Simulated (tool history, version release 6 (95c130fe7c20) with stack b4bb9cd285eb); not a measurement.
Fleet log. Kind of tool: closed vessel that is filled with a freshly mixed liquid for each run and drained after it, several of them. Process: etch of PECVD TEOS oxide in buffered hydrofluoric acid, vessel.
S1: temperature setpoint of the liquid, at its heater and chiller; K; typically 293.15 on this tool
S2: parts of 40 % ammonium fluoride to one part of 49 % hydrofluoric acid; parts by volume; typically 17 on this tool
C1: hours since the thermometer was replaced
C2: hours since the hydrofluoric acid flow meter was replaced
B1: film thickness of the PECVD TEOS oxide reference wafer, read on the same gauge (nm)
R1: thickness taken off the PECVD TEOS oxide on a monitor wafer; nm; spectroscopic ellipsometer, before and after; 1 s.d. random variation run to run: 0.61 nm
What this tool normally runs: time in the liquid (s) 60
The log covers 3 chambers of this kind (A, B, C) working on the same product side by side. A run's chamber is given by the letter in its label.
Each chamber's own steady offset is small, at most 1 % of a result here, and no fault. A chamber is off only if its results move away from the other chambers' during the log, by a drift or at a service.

{"run": "1A", "hour": 7.0, "S1": 293.15, "S2": 17, "time in the liquid (s)": 60, "C1": 1906.1, "C2": 26.9, "B1": 120.01, "R1": 73.795}
{"run": "2B", "hour": 18.5, "S1": 293.15, "S2": 17, "time in the liquid (s)": 60, "C1": 310.8, "C2": 552.1, "B1": 120.01, "R1": 72.86}
{"run": "3C", "hour": 28.8, "S1": 293.15, "S2": 17, "time in the liquid (s)": 60, "C1": 1429.5, "C2": 441.4, "B1": 120.03, "R1": 72.482}
{"run": "4B", "hour": 36.7, "S1": 293.15, "S2": 17, "time in the liquid (s)": 60, "C1": 329, "C2": 570.3, "B1": 120.03, "R1": 73.945}
{"run": "5C", "hour": 43.5, "S1": 293.15, "S2": 17, "time in the liquid (s)": 60, "C1": 1444.2, "C2": 456.1, "B1": 120.03, "R1": 73.203}
{"run": "6A", "hour": 50.9, "S1": 293.15, "S2": 17, "time in the liquid (s)": 60, "C1": 1950, "C2": 70.8, "B1": 119.97, "R1": 72.53}
{"run": "7B", "hour": 60.5, "S1": 293.15, "S2": 17, "time in the liquid (s)": 60, "C1": 352.8, "C2": 594.1, "B1": 120.03, "R1": 71.647}
{"run": "8C", "hour": 67.3, "S1": 293.15, "S2": 17, "time in the liquid (s)": 60, "C1": 1468, "C2": 479.9, "B1": 120.01, "R1": 73.104}
{"run": "9A", "hour": 77.4, "S1": 293.15, "S2": 17, "time in the liquid (s)": 60, "C1": 1976.5, "C2": 97.3, "B1": 120.02, "R1": 72.854}
{"run": "10A", "hour": 87.4, "S1": 293.15, "S2": 17, "time in the liquid (s)": 60, "C1": 1986.5, "C2": 107.3, "B1": 120.01, "R1": 72.064}
{"run": "11B", "hour": 98.4, "S1": 293.15, "S2": 17, "time in the liquid (s)": 60, "C1": 390.7, "C2": 632, "B1": 119.99, "R1": 73.441}
{"run": "12C", "hour": 108.8, "S1": 293.15, "S2": 17, "time in the liquid (s)": 60, "C1": 1509.5, "C2": 521.4, "B1": 120.03, "R1": 71.258}
{"run": "13B", "hour": 118.1, "S1": 293.15, "S2": 17, "time in the liquid (s)": 60, "C1": 410.4, "C2": 651.7, "B1": 120.03, "R1": 72.208}
{"run": "14C", "hour": 128.4, "S1": 293.15, "S2": 17, "time in the liquid (s)": 60, "C1": 1529.1, "C2": 541, "B1": 120.02, "R1": 71.811}
{"run": "15A", "hour": 141.7, "S1": 293.15, "S2": 17, "time in the liquid (s)": 60, "C1": 2040.8, "C2": 161.6, "B1": 120.03, "R1": 72.702}
{"run": "16C", "hour": 151.4, "S1": 293.15, "S2": 17, "time in the liquid (s)": 60, "C1": 1552.1, "C2": 564, "B1": 119.99, "R1": 69.988}
{"run": "17A", "hour": 159.4, "S1": 293.15, "S2": 17, "time in the liquid (s)": 60, "C1": 2058.5, "C2": 179.3, "B1": 120.01, "R1": 73.112}
{"run": "18B", "hour": 170.9, "S1": 293.15, "S2": 17, "time in the liquid (s)": 60, "C1": 463.2, "C2": 704.5, "B1": 120.03, "R1": 72.91}
{"run": "19A", "hour": 182.0, "S1": 293.15, "S2": 17, "time in the liquid (s)": 60, "C1": 2081.1, "C2": 201.9, "B1": 119.97, "R1": 73.751}
{"run": "20C", "hour": 189.2, "S1": 293.15, "S2": 17, "time in the liquid (s)": 60, "C1": 1589.9, "C2": 601.8, "B1": 119.98, "R1": 68.062}
{"run": "21B", "hour": 195.0, "S1": 293.15, "S2": 17, "time in the liquid (s)": 60, "C1": 487.3, "C2": 728.6, "B1": 120, "R1": 73.049}

What goes on in this fleet: one chamber off, a drifting gauge, or nothing beyond the chambers' own small offsets? Name the chamber and the cause, if any.

It is chamber C that slowly wanders off from its peers.
What lies behind it: liquid colder than its thermometer reads (K) = 1.45.
From this log alone, it may not be told apart from: hydrofluoric acid flow below the setpoint (%).

Here are 4 candidates for chamber C's next run, each the usual settings with a change, their results left as question marks. Which one brings its results back in line with what the others give on the usual settings?
Maximum distance from the other chambers' mean on the usual settings for a result to count as in line: R1 2.1 nm
{"run": "22C-1", "hour": 204.4, "S1": 293.65, "S2": 16.5, "time in the liquid (s)": 65, "R1": "?"}
{"run": "22C-2", "hour": 204.4, "S1": 294.65, "S2": 17, "time in the liquid (s)": 60, "R1": "?"}
{"run": "22C-3", "hour": 204.4, "S1": 292.15, "S2": 18.5, "time in the liquid (s)": 60, "R1": "?"}
{"run": "22C-4", "hour": 204.4, "S1": 293.15, "S2": 18.5, "time in the liquid (s)": 60, "R1": "?"}

On the usual settings, the other chambers give on average: R1 72.701 nm
run=22C-1 R1=77.145
run=22C-2 R1=73.141
run=22C-3 R1=58.516
run=22C-4 R1=61.939
22C-2 puts the chamber back in line with the other chambers.
